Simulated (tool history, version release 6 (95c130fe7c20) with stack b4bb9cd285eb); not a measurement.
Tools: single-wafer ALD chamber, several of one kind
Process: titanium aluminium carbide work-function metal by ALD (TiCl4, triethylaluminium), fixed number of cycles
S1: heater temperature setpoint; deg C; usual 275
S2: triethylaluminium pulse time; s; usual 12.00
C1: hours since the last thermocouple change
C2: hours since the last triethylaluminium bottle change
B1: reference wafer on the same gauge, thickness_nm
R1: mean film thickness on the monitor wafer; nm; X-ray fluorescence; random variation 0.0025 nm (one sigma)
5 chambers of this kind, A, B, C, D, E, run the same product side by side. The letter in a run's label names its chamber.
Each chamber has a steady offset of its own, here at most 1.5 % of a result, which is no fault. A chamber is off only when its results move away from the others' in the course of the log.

-- hour=1.2 chamber B: triethylaluminium bottle replaced
run 1C hour=6.4 | S1=275 S2=12.00 | C1=633.5 C2=360.2 | B1=2.0703 | R1=1.8183
run 2E hour=15.4 | S1=275 S2=12.00 | C1=1865.9 C2=379.9 | B1=2.0712 | R1=1.8143
run 3B hour=29.4 | S1=275 S2=12.00 | C1=1242.9 C2=28.3 | B1=2.0700 | R1=1.8258
run 4A hour=36.9 | S1=275 S2=12.00 | C1=1220.7 C2=342.8 | B1=2.0708 | R1=1.8261
run 5D hour=49.7 | S1=275 S2=12.00 | C1=644.4 C2=96.3 | B1=2.0715 | R1=1.7911
run 6E hour=57.4 | S1=275 S2=12.00 | C1=1907.9 C2=421.9 | B1=2.0714 | R1=1.8039
run 7A hour=67.7 | S1=282 S2=8.20 | C1=1251.5 C2=373.6 | B1=2.0722 | R1=1.8077
run 8B hour=74.0 | S1=282 S2=8.20 | C1=1287.5 C2=72.9 | B1=2.0716 | R1=1.8040
run 9D hour=81.8 | S1=282 S2=8.20 | C1=676.5 C2=128.4 | B1=2.0714 | R1=1.7712
run 10C hour=89.4 | S1=282 S2=8.20 | C1=716.5 C2=443.2 | B1=2.0721 | R1=1.7988
run 11E hour=101.6 | S1=282 S2=8.20 | C1=1952.1 C2=466.1 | B1=2.0732 | R1=1.7919
-- hour=107.5 chamber B: thermocouple changed; heater temperature recalibrated
run 12B hour=111.6 | S1=261 S2=12.00 | C1=4.1 C2=110.5 | B1=2.0730 | R1=1.7084
run 13D hour=124.9 | S1=261 S2=12.00 | C1=719.6 C2=171.5 | B1=2.0731 | R1=1.6762
run 14A hour=138.0 | S1=261 S2=12.00 | C1=1321.8 C2=443.9 | B1=2.0738 | R1=1.7077
run 15C hour=149.5 | S1=261 S2=12.00 | C1=776.6 C2=503.3 | B1=2.0734 | R1=1.7017
run 16E hour=160.9 | S1=261 S2=12.00 | C1=2011.4 C2=525.4 | B1=2.0746 | R1=1.6888
run 17A hour=167.8 | S1=275 S2=12.00 | C1=1351.6 C2=473.7 | B1=2.0743 | R1=1.8296
run 18C hour=176.8 | S1=275 S2=12.00 | C1=803.9 C2=530.6 | B1=2.0741 | R1=1.8225
run 19B hour=188.5 | S1=288 S2=16.52 | C1=81.0 C2=187.4 | B1=2.0743 | R1=1.9636
run 20D hour=197.6 | S1=288 S2=16.52 | C1=792.3 C2=244.2 | B1=2.0750 | R1=1.9344
run 21E hour=206.2 | S1=288 S2=16.52 | C1=2056.7 C2=570.7 | B1=2.0754 | R1=1.9500
run 22C hour=214.4 | S1=288 S2=16.52 | C1=841.5 C2=568.2 | B1=2.0752 | R1=1.9687
run 23B hour=227.8 | S1=288 S2=16.52 | C1=120.3 C2=226.7 | B1=2.0759 | R1=1.9712
run 24A hour=237.3 | S1=275 S2=12.00 | C1=1421.1 C2=543.2 | B1=2.0762 | R1=1.8298
run 25D hour=249.7 | S1=283 S2=12.00 | C1=844.4 C2=296.3 | B1=2.0763 | R1=1.8679
run 26D hour=258.6 | S1=283 S2=12.00 | C1=853.3 C2=305.2 | B1=2.0772 | R1=1.8673
run 27A hour=265.4 | S1=283 S2=12.00 | C1=1449.2 C2=571.3 | B1=2.0777 | R1=1.9025
-- hour=267.9 chamber E: thermocouple changed; heater temperature recalibrated
run 28B hour=273.0 | S1=283 S2=12.00 | C1=165.5 C2=271.9 | B1=2.0772 | R1=1.8926
run 29E hour=284.7 | S1=283 S2=12.00 | C1=16.8 C2=649.2 | B1=2.0769 | R1=1.8853
run 30C hour=297.5 | S1=261 S2=13.83 | C1=924.6 C2=651.3 | B1=2.0781 | R1=1.7212
run 31B hour=305.3 | S1=261 S2=13.83 | C1=197.8 C2=304.2 | B1=2.0779 | R1=1.7287
run 32E hour=316.2 | S1=261 S2=13.83 | C1=48.3 C2=680.7 | B1=2.0784 | R1=1.7083
run 33A hour=329.1 | S1=261 S2=13.83 | C1=1512.9 C2=635.0 | B1=2.0784 | R1=1.7234
run 34C hour=340.7 | S1=261 S2=13.83 | C1=967.8 C2=694.5 | B1=2.0787 | R1=1.7175
run 35D hour=347.9 | S1=275 S2=12.00 | C1=942.6 C2=394.5 | B1=2.0795 | R1=1.7994
run 36D hour=359.2 | S1=275 S2=8.34 | C1=953.9 C2=405.8 | B1=2.0800 | R1=1.7257
run 37E hour=367.6 | S1=275 S2=8.34 | C1=99.7 C2=732.1 | B1=2.0796 | R1=1.7440
run 38C hour=378.8 | S1=275 S2=8.34 | C1=1005.9 C2=732.6 | B1=2.0794 | R1=1.7510
run 39A hour=388.1 | S1=275 S2=8.34 | C1=1571.9 C2=694.0 | B1=2.0802 | R1=1.7588
run 40B hour=398.0 | S1=275 S2=8.34 | C1=290.5 C2=396.9 | B1=2.0811 | R1=1.7577
run 41E hour=412.0 | S1=275 S2=12.00 | C1=144.1 C2=776.5 | B1=2.0811 | R1=1.8170
run 42D hour=422.6 | S1=275 S2=12.00 | C1=1017.3 C2=469.2 | B1=2.0813 | R1=1.8032
run 43B hour=431.9 | S1=275 S2=12.00 | C1=324.4 C2=430.8 | B1=2.0807 | R1=1.8401
run 44C hour=440.5 | S1=275 S2=12.00 | C1=1067.6 C2=794.3 | B1=2.0813 | R1=1.8317

Next, every chamber runs the same settings. What will each give?
run 45A hour=450.7 | S1=269 S2=12.00 | R1=?
run 45B hour=450.7 | S1=269 S2=12.00 | R1=?
run 45C hour=450.7 | S1=269 S2=12.00 | R1=?
run 45D hour=450.7 | S1=269 S2=12.00 | R1=?
run 45E hour=450.7 | S1=269 S2=12.00 | R1=?

run=45A R1=1.7837
run=45B R1=1.7802
run=45C R1=1.7806
run=45D R1=1.7517
run=45E R1=1.7703
